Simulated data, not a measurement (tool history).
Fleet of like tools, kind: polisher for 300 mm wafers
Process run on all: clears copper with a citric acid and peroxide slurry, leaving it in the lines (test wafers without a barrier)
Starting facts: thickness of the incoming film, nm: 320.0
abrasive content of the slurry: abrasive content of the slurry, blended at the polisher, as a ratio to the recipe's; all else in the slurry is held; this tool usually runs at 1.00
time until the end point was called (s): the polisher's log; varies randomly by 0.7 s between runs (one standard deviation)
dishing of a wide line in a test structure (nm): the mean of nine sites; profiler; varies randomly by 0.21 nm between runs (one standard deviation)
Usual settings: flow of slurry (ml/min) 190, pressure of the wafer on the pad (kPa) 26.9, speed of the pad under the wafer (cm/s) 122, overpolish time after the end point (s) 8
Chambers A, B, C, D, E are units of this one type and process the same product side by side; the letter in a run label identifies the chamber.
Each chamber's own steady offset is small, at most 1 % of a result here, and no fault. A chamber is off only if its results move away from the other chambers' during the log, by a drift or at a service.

run	hour	flow of slurry (ml/min)	pressure of the wafer on the pad (kPa)	speed of the pad under the wafer (cm/s)	abrasive content of the slurry	overpolish time after the end point (s)	wafers polished on this pad	hours since the slurry nozzle was cleaned	hours since the head pressure was calibrated	hours since the slurry blender was calibrated	time until the end point was called (s)	dishing of a wide line in a test structure (nm)
1B	13.0	190	26.9	122	1.00	8	338	144.4	1266.7	48.8	75.183	21.112
2E	22.6	190	26.9	122	1.00	8	441	204.1	97.0	106.1	75.171	21.032
3C	31.6	190	26.9	122	1.00	8	1200	79.4	742.7	55.2	75.139	20.957
4D	42.5	190	26.9	122	1.00	8	672	68.6	172.6	446.6	74.785	21.111
# hour 48.6: chamber C: worn pad replaced by a new one
5A	49.3	190	26.9	122	1.00	8	1019	278.7	1070.8	293.2	73.941	21.009
# hour 56.3: chamber D: slurry blender recalibrated
# hour 59.6: chamber A: worn pad replaced by a new one
6C	60.5	190	26.9	122	1.00	8	80	108.3	771.6	84.1	77.125	21.064
7D	73.4	190	31.7	122	1.15	8	879	99.5	203.5	17.1	62.847	24.289
8B	85.5	190	31.7	122	1.15	8	824	216.9	1339.2	121.3	62.994	24.233
9A	94.5	190	31.7	122	1.15	8	234	323.9	1116.0	338.4	62.295	24.246
# hour 100.3: chamber E: worn pad replaced by a new one
10E	102.9	190	31.7	122	1.15	8	17	284.4	177.3	186.4	60.645	24.376
# hour 110.0: chamber C: slurry blender recalibrated
11C	110.9	190	31.7	122	1.15	8	417	158.7	822.0	0.9	61.940	24.157
# hour 112.3: chamber B: worn pad replaced by a new one
# hour 118.4: chamber A: slurry blender recalibrated
12B	124.9	190	26.9	122	1.00	8	85	256.3	1378.6	160.7	76.661	21.230
# hour 125.2: chamber B: slurry blender recalibrated
13D	133.8	190	26.9	122	1.00	8	1283	159.9	263.9	77.5	75.473	20.738
# hour 137.8: chamber B: slurry nozzle cleaned
14E	145.5	190	26.9	122	1.00	8	302	327.0	219.9	229.0	76.225	21.069
15A	155.1	190	26.9	122	1.00	8	640	384.5	1176.6	36.7	74.680	20.998
# hour 156.2: chamber D: worn pad replaced by a new one
# hour 162.5: chamber A: slurry nozzle cleaned
16E	168.7	190	26.9	122	1.00	8	458	350.2	243.1	252.2	75.459	20.976
# hour 171.7: chamber B: head pressure recalibrated
17C	181.2	190	26.9	122	1.00	8	888	229.0	892.3	71.2	76.105	20.831
# hour 184.2: chamber C: head pressure recalibrated
# hour 189.3: chamber A: head pressure recalibrated
18D	195.4	190	26.9	108	1.30	8	263	221.5	325.5	139.1	80.669	20.355
# hour 195.6: chamber E: slurry nozzle cleaned
19A	209.2	190	26.9	108	1.30	8	1002	46.7	19.9	90.8	79.584	19.713
# hour 214.9: chamber C: slurry nozzle cleaned
20B	219.5	190	26.9	108	1.30	8	718	81.7	47.8	94.4	71.589	21.644
# hour 229.9: chamber C: worn pad replaced by a new one
21D	233.0	190	26.9	108	1.30	8	515	259.1	363.1	176.7	80.605	20.434
# hour 238.6: chamber E: worn pad replaced by a new one
# hour 240.6: chamber C: slurry blender recalibrated
# hour 241.0: chamber A: worn pad replaced by a new one
22C	242.5	190	26.9	108	1.30	8	84	27.7	58.3	2.0	79.165	20.101
23A	256.4	190	26.9	122	1.00	12	103	93.9	67.1	138.0	75.842	28.102
# hour 258.7: chamber B: slurry blender recalibrated
# hour 263.4: chamber B: worn pad replaced by a new one
24E	267.0	190	26.9	122	1.00	12	190	71.4	341.4	350.5	75.176	27.717
# hour 274.1: chamber D: slurry nozzle cleaned
25B	275.6	190	26.9	122	1.00	12	81	137.8	103.9	16.9	67.936	29.710
26E	286.2	190	26.9	122	1.00	12	319	90.6	360.6	369.7	75.726	27.867
27B	292.9	190	26.9	122	1.00	12	197	155.1	121.2	34.2	68.351	29.462
28D	300.2	190	26.9	122	1.00	8	965	26.1	430.3	243.9	76.358	21.270
29A	312.7	190	26.9	122	1.00	8	480	150.2	123.4	194.3	76.729	20.807
30C	322.9	190	26.9	122	1.00	8	623	108.1	138.7	82.4	74.993	20.736
31C	333.4	190	26.9	122	1.00	8	693	118.6	149.2	92.9	75.825	20.482

Decide between three cases: one chamber stands off from its peers, the gauge reading all wafers drifts, or nothing is wrong past each chamber's small offset. Where a chamber is off, say which and what most likely put it there.

A service on chamber B put it out of line with the rest.
What lies behind it: head's pressure above its setpoint, % = 10.4.

Which of the 4 candidates below, each the usual settings with something changed and its results left as question marks, puts chamber B back in line with what the other chambers give on the usual settings?
Allowed miss from the other chambers' usual-settings mean, per result, to count as in line: time until the end point was called (s) 2.500; dishing of a wide line in a test structure (nm) 0.740
32B-1	344.1	190	25.5	116	1.00	8					?	?
32B-2	344.1	190	28.3	128	1.00	8					?	?
32B-3	344.1	195	29.6	134	1.00	8					?	?
32B-4	344.1	190	24.1	112	1.00	8					?	?

Mean of the other chambers on the usual settings: time until the end point was called (s) 75.368; dishing of a wide line in a test structure (nm) 20.962
run	time until the end point was called (s)	dishing of a wide line in a test structure (nm)
32B-1	75.105	20.887
32B-2	61.495	24.232
32B-3	55.822	25.950
32B-4	82.166	19.480
32B-1 puts the chamber back in line with the other chambers.
